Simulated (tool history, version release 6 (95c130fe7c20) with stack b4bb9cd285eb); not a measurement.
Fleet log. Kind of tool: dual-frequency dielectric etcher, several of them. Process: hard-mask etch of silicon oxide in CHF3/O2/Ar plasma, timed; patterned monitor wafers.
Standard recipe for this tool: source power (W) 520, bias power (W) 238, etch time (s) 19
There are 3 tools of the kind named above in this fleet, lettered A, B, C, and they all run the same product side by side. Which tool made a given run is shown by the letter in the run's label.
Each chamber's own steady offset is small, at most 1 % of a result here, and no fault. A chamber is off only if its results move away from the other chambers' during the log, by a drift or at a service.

| run | day | source power (W) | bias power (W) | etch time (s) | hours since the last wet clean | hours since the last source power generator calibration | hours since the last bias power generator calibration | read-back reference wafer on the same gauge, depth_nm | mean etch depth across the wafer (angstrom) |
|---|---|---|---|---|---|---|---|---|---|
|  | 0.45 | chamber A: wet clean of the chamber |
| 1A | 0.533 | 520 | 238 | 19 | 2.1 | 55.8 | 2866.7 | 42.513 | 393.85 |
| 2B | 1.1 | 520 | 238 | 19 | 214.4 | 2308.2 | 2216.4 | 42.536 | 392.66 |
| 3C | 1.617 | 520 | 238 | 19 | 203.2 | 1558.5 | 1426.1 | 42.533 | 395.81 |
| 4A | 2.021 | 520 | 238 | 19 | 37.8 | 91.5 | 2902.4 | 42.544 | 393.9 |
| 5B | 2.592 | 520 | 238 | 19 | 250.2 | 2344 | 2252.2 | 42.543 | 393.4 |
| 6C | 3.017 | 520 | 238 | 19 | 236.8 | 1592.1 | 1459.7 | 42.553 | 395.33 |
| 7C | 3.288 | 520 | 238 | 19 | 243.3 | 1598.6 | 1466.2 | 42.559 | 396.3 |
| 8A | 3.733 | 520 | 238 | 19 | 78.9 | 132.6 | 2943.5 | 42.584 | 393.96 |
| 9B | 4.217 | 560 | 238 | 14.5 | 289.2 | 2383 | 2291.2 | 42.597 | 308.32 |
| 10A | 4.754 | 560 | 238 | 14.5 | 103.4 | 157.1 | 2968 | 42.606 | 308.48 |
| 11B | 5.067 | 560 | 238 | 14.5 | 309.6 | 2403.4 | 2311.6 | 42.597 | 309.29 |
| 12C | 5.354 | 520 | 216 | 23.5 | 292.9 | 1648.2 | 1515.8 | 42.594 | 473.42 |
| 13B | 5.971 | 520 | 216 | 23.5 | 331.3 | 2425.1 | 2333.3 | 42.598 | 469.76 |
| 14A | 6.508 | 520 | 216 | 23.5 | 145.5 | 199.2 | 3010.1 | 42.623 | 471.32 |
| 15C | 7.038 | 520 | 282 | 19 | 333.3 | 1688.6 | 1556.2 | 42.621 | 422.67 |
| 16C | 7.575 | 520 | 282 | 19 | 346.2 | 1701.5 | 1569.1 | 42.645 | 422.39 |
|  | 7.988 | chamber B: bias power generator calibrated |
| 17B | 8.05 | 520 | 282 | 19 | 381.2 | 2475 | 1.6 | 42.654 | 417 |
| 18A | 8.596 | 520 | 238 | 19 | 195.6 | 249.3 | 3060.2 | 42.663 | 394.25 |
| 19B | 9.117 | 520 | 238 | 19 | 406.8 | 2500.6 | 27.2 | 42.647 | 394.48 |
| 20C | 9.55 | 520 | 238 | 19 | 393.6 | 1748.9 | 1616.5 | 42.672 | 397.91 |
| 21A | 9.908 | 520 | 238 | 19 | 227.1 | 280.8 | 3091.7 | 42.697 | 394.62 |
| 22A | 10.221 | 520 | 238 | 19 | 234.6 | 288.3 | 3099.2 | 42.69 | 394.12 |
| 23B | 10.8 | 520 | 238 | 19 | 447.2 | 2541 | 67.6 | 42.701 | 394.73 |
| 24C | 11.171 | 520 | 238 | 19 | 432.5 | 1787.8 | 1655.4 | 42.709 | 397.99 |
| 25A | 11.567 | 520 | 238 | 19 | 266.9 | 320.6 | 3131.5 | 42.718 | 395.9 |
| 26C | 12.012 | 520 | 238 | 21 | 452.7 | 1808 | 1675.6 | 42.748 | 439.07 |
| 27B | 12.433 | 520 | 238 | 21 | 486.4 | 2580.2 | 106.8 | 42.731 | 435.46 |
| 28C | 12.721 | 520 | 238 | 21 | 469.7 | 1825 | 1692.6 | 42.74 | 439.13 |
| 29A | 13.333 | 520 | 238 | 19 | 309.3 | 363 | 3173.9 | 42.765 | 396.08 |
|  | 13.55 | chamber B: wet clean of the chamber |
| 30B | 13.783 | 520 | 238 | 19 | 5.7 | 2612.6 | 139.2 | 42.754 | 394.45 |
| 31B | 14.342 | 520 | 238 | 19 | 19.1 | 2626 | 152.6 | 42.77 | 395.38 |

Which is it: a chamber that has drifted or been left off by a service, a gauge drift common to all chambers, or only each chamber's usual small offset? If a chamber is off, name it and its likeliest cause.

None of the chambers is off. What moves is the gauge, dragging all their readings along together.
Most likely cause: gauge reads high (%) = 0.671.
